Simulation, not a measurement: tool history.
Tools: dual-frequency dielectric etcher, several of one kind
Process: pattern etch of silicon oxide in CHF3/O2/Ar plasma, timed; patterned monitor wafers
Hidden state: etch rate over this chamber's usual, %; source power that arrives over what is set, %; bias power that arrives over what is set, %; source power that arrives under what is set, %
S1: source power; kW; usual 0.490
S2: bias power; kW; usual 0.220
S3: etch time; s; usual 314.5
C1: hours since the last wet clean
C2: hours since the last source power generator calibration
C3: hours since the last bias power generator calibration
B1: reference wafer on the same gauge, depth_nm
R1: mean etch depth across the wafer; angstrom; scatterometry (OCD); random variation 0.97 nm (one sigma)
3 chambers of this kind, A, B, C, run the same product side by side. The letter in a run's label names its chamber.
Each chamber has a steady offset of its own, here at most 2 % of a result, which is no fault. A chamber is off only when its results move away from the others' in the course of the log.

run,hour,S1,S2,S3,C1,C2,C3,B1,R1
1B,7.4,0.490,0.220,314.5,437.5,3493.6,250.6,739.01,6266.0
2C,20.7,0.490,0.220,314.5,580.3,428.8,1814.2,738.51,6207.3
# hour 24.0: chamber C: wet clean of the chamber
3A,28.6,0.490,0.220,314.5,325.7,482.1,895.9,738.72,6157.3
4C,42.1,0.490,0.220,314.5,18.1,450.2,1835.6,738.69,6229.4
5B,52.3,0.490,0.220,314.5,482.4,3538.5,295.5,738.30,6281.1
6A,65.7,0.490,0.220,314.5,362.8,519.2,933.0,738.13,6163.2
# hour 78.9: chamber B: wet clean of the chamber
7A,79.3,0.490,0.220,314.5,376.4,532.8,946.6,737.89,6159.2
8C,88.1,0.490,0.220,314.5,64.1,496.2,1881.6,737.62,6217.9
9B,95.2,0.490,0.220,314.5,16.4,3581.4,338.4,737.59,6270.2
10A,111.0,0.490,0.220,314.5,408.1,564.5,978.3,737.39,6143.8
11C,122.0,0.490,0.220,314.5,98.0,530.1,1915.5,736.87,6197.0
12B,134.3,0.490,0.220,314.5,55.5,3620.5,377.5,737.20,6273.7
13A,143.8,0.490,0.220,314.5,440.9,597.3,1011.1,736.85,6141.9
14C,157.0,0.490,0.220,314.5,133.0,565.1,1950.5,736.20,6203.8
15B,166.9,0.490,0.220,314.5,88.1,3653.1,410.1,736.13,6255.7
16A,175.1,0.490,0.220,274.5,472.2,628.6,1042.4,736.17,5356.4
17C,184.8,0.490,0.220,274.5,160.8,592.9,1978.3,736.03,5403.3
18B,196.0,0.490,0.220,274.5,117.2,3682.2,439.2,735.94,5443.5
19B,210.1,0.490,0.220,314.5,131.3,3696.3,453.3,735.76,6247.9
20C,217.4,0.490,0.220,314.5,193.4,625.5,2010.9,735.44,6195.5
21A,230.9,0.490,0.220,314.5,528.0,684.4,1098.2,735.05,6143.4
22A,243.7,0.490,0.220,355.5,540.8,697.2,1111.0,735.09,6935.7
23C,251.2,0.490,0.220,355.5,227.2,659.3,2044.7,735.18,6996.9
24B,259.7,0.490,0.220,355.5,180.9,3745.9,502.9,734.63,7041.7
25A,275.3,0.490,0.220,314.5,572.4,728.8,1142.6,734.42,6125.5
26C,284.6,0.490,0.220,314.5,260.6,692.7,2078.1,734.29,6208.5

Is one chamber off against the others, does the gauge drift, or is nothing wrong? If a chamber is off, say which, and what the likeliest cause is.

The gauge drifts, so all chambers seem to drift together. No chamber is off.
Cause: gauge reads low (%) = 0.653.
